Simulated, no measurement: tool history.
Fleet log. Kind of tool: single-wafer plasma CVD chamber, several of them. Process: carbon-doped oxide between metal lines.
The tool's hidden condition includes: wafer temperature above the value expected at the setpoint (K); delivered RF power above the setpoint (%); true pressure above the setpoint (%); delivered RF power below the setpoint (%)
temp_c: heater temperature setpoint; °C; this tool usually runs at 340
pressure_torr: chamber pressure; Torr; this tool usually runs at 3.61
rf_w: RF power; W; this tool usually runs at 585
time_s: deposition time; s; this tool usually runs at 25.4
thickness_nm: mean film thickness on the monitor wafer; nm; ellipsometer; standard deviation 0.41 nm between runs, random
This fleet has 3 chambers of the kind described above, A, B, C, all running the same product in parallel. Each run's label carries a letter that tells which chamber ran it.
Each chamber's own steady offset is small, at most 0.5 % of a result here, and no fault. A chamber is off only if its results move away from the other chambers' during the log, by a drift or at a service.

| run | hour | temp_c | pressure_torr | rf_w | time_s | hours since the last thermocouple change | hours since the last RF generator calibration | hours since the last manometer calibration | read-back reference wafer on the same gauge, thickness_nm | thickness_nm |
|---|---|---|---|---|---|---|---|---|---|---|
| 1B | 10.7 | 340 | 3.61 | 585 | 25.4 | 411.1 | 851.3 | 1762.9 | 134.00 | 140.96 |
| 2A | 18.0 | 340 | 3.61 | 585 | 25.4 | 1244.0 | 2683.4 | 401.0 | 133.98 | 141.77 |
| 3C | 24.4 | 340 | 3.61 | 585 | 25.4 | 1545.3 | 983.7 | 107.7 | 133.96 | 142.24 |
| 4B | 32.7 | 340 | 3.61 | 585 | 25.4 | 433.1 | 873.3 | 1784.9 | 133.96 | 142.04 |
| 5C | 44.7 | 340 | 3.61 | 585 | 25.4 | 1565.6 | 1004.0 | 128.0 | 133.94 | 141.93 |
|  | 50.9 | chamber A: RF generator calibrated |
| 6A | 55.6 | 340 | 3.61 | 585 | 25.4 | 1281.6 | 4.8 | 438.6 | 134.02 | 141.86 |
| 7B | 68.6 | 340 | 3.61 | 585 | 25.4 | 469.0 | 909.2 | 1820.8 | 134.08 | 141.49 |
| 8A | 81.4 | 340 | 3.61 | 585 | 25.4 | 1307.4 | 30.6 | 464.4 | 133.96 | 141.94 |
| 9C | 88.3 | 340 | 3.61 | 585 | 25.4 | 1609.2 | 1047.6 | 171.6 | 133.98 | 141.80 |
| 10B | 99.9 | 340 | 3.61 | 585 | 25.4 | 500.3 | 940.5 | 1852.1 | 134.10 | 141.32 |
| 11C | 111.4 | 340 | 3.61 | 585 | 25.4 | 1632.3 | 1070.7 | 194.7 | 134.03 | 141.73 |
| 12A | 120.8 | 340 | 3.61 | 585 | 25.4 | 1346.8 | 70.0 | 503.8 | 134.08 | 142.27 |
| 13A | 130.7 | 340 | 3.61 | 585 | 25.4 | 1356.7 | 79.9 | 513.7 | 133.98 | 141.39 |
| 14B | 144.3 | 340 | 3.61 | 585 | 25.4 | 544.7 | 984.9 | 1896.5 | 134.02 | 141.81 |
| 15C | 151.9 | 340 | 3.27 | 585 | 25.4 | 1672.8 | 1111.2 | 235.2 | 134.03 | 140.60 |
| 16A | 162.0 | 340 | 3.27 | 585 | 25.4 | 1388.0 | 111.2 | 545.0 | 134.01 | 140.60 |
| 17B | 175.0 | 340 | 3.27 | 585 | 25.4 | 575.4 | 1015.6 | 1927.2 | 134.04 | 139.77 |
| 18C | 182.4 | 340 | 3.61 | 475 | 25.4 | 1703.3 | 1141.7 | 265.7 | 134.09 | 124.49 |
| 19A | 192.4 | 340 | 3.61 | 475 | 25.4 | 1418.4 | 141.6 | 575.4 | 133.98 | 124.46 |
| 20B | 205.9 | 340 | 3.61 | 475 | 25.4 | 606.3 | 1046.5 | 1958.1 | 134.00 | 123.54 |
| 21C | 215.5 | 340 | 3.61 | 585 | 25.4 | 1736.4 | 1174.8 | 298.8 | 133.96 | 141.86 |
| 22C | 227.2 | 340 | 3.61 | 585 | 25.4 | 1748.1 | 1186.5 | 310.5 | 134.02 | 142.44 |
| 23B | 234.9 | 340 | 3.61 | 585 | 25.4 | 635.3 | 1075.5 | 1987.1 | 134.00 | 140.65 |
| 24A | 245.4 | 326 | 3.61 | 585 | 27.4 | 1471.4 | 194.6 | 628.4 | 133.99 | 160.28 |
| 25A | 256.3 | 326 | 3.61 | 585 | 27.4 | 1482.3 | 205.5 | 639.3 | 133.98 | 160.42 |
| 26C | 266.5 | 326 | 3.61 | 585 | 27.4 | 1787.4 | 1225.8 | 349.8 | 134.08 | 161.32 |
| 27B | 277.9 | 340 | 3.61 | 585 | 25.4 | 678.3 | 1118.5 | 2030.1 | 133.96 | 140.86 |
| 28A | 285.6 | 340 | 3.61 | 585 | 27.4 | 1511.6 | 234.8 | 668.6 | 134.00 | 152.67 |
| 29B | 292.4 | 340 | 3.61 | 585 | 27.4 | 692.8 | 1133.0 | 2044.6 | 134.05 | 151.72 |
| 30C | 300.5 | 340 | 3.61 | 585 | 27.4 | 1821.4 | 1259.8 | 383.8 | 133.99 | 154.11 |

For the next run the whole fleet of 3 chambers uses the same settings. Give each chamber's results:
| 31A | 310.2 | 340 | 2.76 | 585 | 25.4 |  |  |  |  | ? |
| 31B | 310.2 | 340 | 2.76 | 585 | 25.4 |  |  |  |  | ? |
| 31C | 310.2 | 340 | 2.76 | 585 | 25.4 |  |  |  |  | ? |

| run | thickness_nm |
|---|---|
| 31A | 138.94 |
| 31B | 137.50 |
| 31C | 139.07 |

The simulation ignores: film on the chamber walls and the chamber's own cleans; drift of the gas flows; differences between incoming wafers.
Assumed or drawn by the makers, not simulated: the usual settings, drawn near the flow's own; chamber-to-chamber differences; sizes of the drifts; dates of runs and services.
